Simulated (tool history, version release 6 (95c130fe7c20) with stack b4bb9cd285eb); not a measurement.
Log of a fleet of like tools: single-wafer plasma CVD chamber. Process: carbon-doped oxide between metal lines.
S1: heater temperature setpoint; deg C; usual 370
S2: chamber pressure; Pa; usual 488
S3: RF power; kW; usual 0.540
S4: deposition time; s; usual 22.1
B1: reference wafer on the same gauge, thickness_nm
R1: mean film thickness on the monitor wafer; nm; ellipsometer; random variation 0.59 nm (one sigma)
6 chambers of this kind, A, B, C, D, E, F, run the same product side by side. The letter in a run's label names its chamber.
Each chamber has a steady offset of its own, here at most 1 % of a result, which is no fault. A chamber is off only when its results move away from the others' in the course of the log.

run,day,S1,S2,S3,S4,B1,R1
# day 0.050: chamber F: thermocouple changed; heater temperature recalibrated
1C,0.217,370,488,0.540,22.1,101.93,109.310
2E,0.362,370,488,0.540,22.1,101.96,109.960
3B,0.517,370,488,0.540,22.1,101.99,109.410
4F,0.696,370,488,0.540,22.1,102.05,108.740
5A,0.954,370,488,0.540,22.1,102.05,109.070
6D,1.125,370,488,0.540,22.1,102.16,109.660
# day 1.162: chamber E: thermocouple changed; heater temperature recalibrated
7C,1.283,370,407,0.540,22.1,102.12,106.040
8E,1.425,370,407,0.540,22.1,102.20,106.440
9B,1.704,370,407,0.540,22.1,102.03,107.040
10F,1.908,370,407,0.540,22.1,102.04,107.780
11D,2.117,370,407,0.540,22.1,101.96,106.780
12A,2.342,370,407,0.540,22.1,102.04,106.460
13A,2.475,370,488,0.540,18.1,101.96,89.131
14C,2.750,370,488,0.540,18.1,102.00,88.931
15D,2.950,370,488,0.540,18.1,102.07,89.472
16E,3.096,370,488,0.540,18.1,101.99,89.966
17F,3.321,370,488,0.540,18.1,102.02,90.501
18B,3.558,370,488,0.540,18.1,102.01,90.365
19D,3.696,370,488,0.540,22.1,102.06,108.220
20E,3.958,370,488,0.485,19.5,101.92,89.937
21C,4.083,370,488,0.485,19.5,101.94,89.851
22A,4.288,370,488,0.485,19.5,102.03,90.601
# day 4.429: chamber A: capacitance manometer re-zeroed and calibrated
23F,4.446,370,488,0.485,19.5,102.03,90.246
24B,4.692,370,488,0.485,19.5,102.08,89.818
25F,4.871,370,488,0.485,19.5,101.99,90.783
26B,5.000,370,488,0.540,20.5,101.87,100.110
27D,5.229,370,488,0.540,20.5,102.10,101.530
28A,5.354,370,488,0.540,20.5,101.85,101.600
29E,5.588,370,488,0.540,20.5,102.12,102.950
30C,5.725,370,488,0.540,20.5,102.02,100.360
31C,5.892,370,488,0.540,20.5,102.08,101.290
32F,6.100,370,488,0.540,22.1,101.98,108.980
33A,6.350,370,488,0.635,22.1,101.96,120.180
34B,6.542,370,488,0.635,22.1,101.92,120.040
35D,6.767,370,488,0.635,22.1,102.08,120.820
36E,6.933,370,488,0.635,22.1,102.05,120.530
37C,7.150,370,488,0.635,22.1,102.16,119.470
38E,7.362,370,488,0.635,22.1,101.99,120.440
39D,7.621,370,488,0.465,22.1,101.90,99.945
40A,7.888,370,488,0.465,22.1,102.09,99.084
41F,8.058,370,488,0.465,22.1,102.11,99.621

Next, every chamber runs the same settings. What will each give?
42A,8.258,370,488,0.540,22.1,,?
42B,8.258,370,488,0.540,22.1,,?
42C,8.258,370,488,0.540,22.1,,?
42D,8.258,370,488,0.540,22.1,,?
42E,8.258,370,488,0.540,22.1,,?
42F,8.258,370,488,0.540,22.1,,?

run,R1
42A,110.050
42B,110.280
42C,108.710
42D,109.520
42E,109.560
42F,109.870
